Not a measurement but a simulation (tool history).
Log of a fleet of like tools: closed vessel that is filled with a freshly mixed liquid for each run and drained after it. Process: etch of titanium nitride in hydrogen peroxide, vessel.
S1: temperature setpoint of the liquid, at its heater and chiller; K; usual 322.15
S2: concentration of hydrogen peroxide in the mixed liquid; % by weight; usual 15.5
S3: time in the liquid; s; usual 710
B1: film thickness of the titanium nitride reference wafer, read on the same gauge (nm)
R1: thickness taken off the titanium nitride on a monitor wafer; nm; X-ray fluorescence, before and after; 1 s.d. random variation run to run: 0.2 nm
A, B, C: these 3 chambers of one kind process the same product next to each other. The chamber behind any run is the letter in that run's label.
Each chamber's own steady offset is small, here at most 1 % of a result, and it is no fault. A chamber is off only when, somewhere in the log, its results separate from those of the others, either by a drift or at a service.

Run 1B, day 0.25: usual settings; B1 120. Result: R1 42.37 nm.
Run 2C, day 0.492: usual settings; B1 120.02. Result: R1 42.039 nm.
Run 3A, day 0.775: usual settings; B1 119.98. Result: R1 42.201 nm.
Run 4C, day 1.108: usual settings; B1 119.99. Result: R1 42.182 nm.
Run 5B, day 1.4: usual settings; B1 120. Result: R1 42.249 nm.
Run 6A, day 1.567: usual settings; B1 119.99. Result: R1 42.336 nm.
Run 7A, day 1.846: usual settings but S2 12.5 % by weight; B1 119.99. Result: R1 40.373 nm.
Run 8C, day 2.138: usual settings but S2 12.5 % by weight; B1 120. Result: R1 40.002 nm.
Run 9B, day 2.354: usual settings but S2 12.5 % by weight; B1 120.01. Result: R1 40.363 nm.
Run 10B, day 2.696: usual settings; B1 120.01. Result: R1 41.832 nm.
Run 11A, day 2.954: usual settings; B1 120.02. Result: R1 42.524 nm.
Run 12C, day 3.3: usual settings; B1 120. Result: R1 41.809 nm.
Run 13C, day 3.625: usual settings; B1 119.99. Result: R1 42.244 nm.
Run 14B, day 3.846: usual settings; B1 119.99. Result: R1 42.422 nm.
Run 15A, day 4.012: usual settings; B1 119.99. Result: R1 43.205 nm.
Run 16A, day 4.362: usual settings; B1 120. Result: R1 43.101 nm.
At day 4.404: chamber A: peroxide flow meter replaced.
At day 4.571: chamber B: thermometer replaced.
Run 17C, day 4.662: usual settings; B1 119.99. Result: R1 42.07 nm.
Run 18B, day 4.829: usual settings; B1 119.98. Result: R1 42.159 nm.
Run 19C, day 5.038: usual settings; B1 120.03. Result: R1 42.156 nm.
Run 20A, day 5.208: usual settings but S1 330.15 K; B1 120. Result: R1 76.971 nm.
Run 21B, day 5.425: usual settings but S1 330.15 K; B1 120.01. Result: R1 75.22 nm.
Run 22A, day 5.592: usual settings but S1 330.15 K; B1 120. Result: R1 76.414 nm.
Run 23C, day 5.875: usual settings; B1 120. Result: R1 41.784 nm.
Run 24B, day 6.05: usual settings; B1 119.96. Result: R1 42.216 nm.
Run 25C, day 6.329: usual settings but S2 19.5 % by weight, S3 850 s; B1 119.97. Result: R1 52.662 nm.

All 3 chambers run these settings next. Forecast each chamber's results:
Run 26A, day 6.592: usual settings but S1 318.15 K. Result: R1 ?.
Run 26B, day 6.592: usual settings but S1 318.15 K. Result: R1 ?.
Run 26C, day 6.592: usual settings but S1 318.15 K. Result: R1 ?.

run      R1
26A  33.367
26B  31.309
26C  31.236

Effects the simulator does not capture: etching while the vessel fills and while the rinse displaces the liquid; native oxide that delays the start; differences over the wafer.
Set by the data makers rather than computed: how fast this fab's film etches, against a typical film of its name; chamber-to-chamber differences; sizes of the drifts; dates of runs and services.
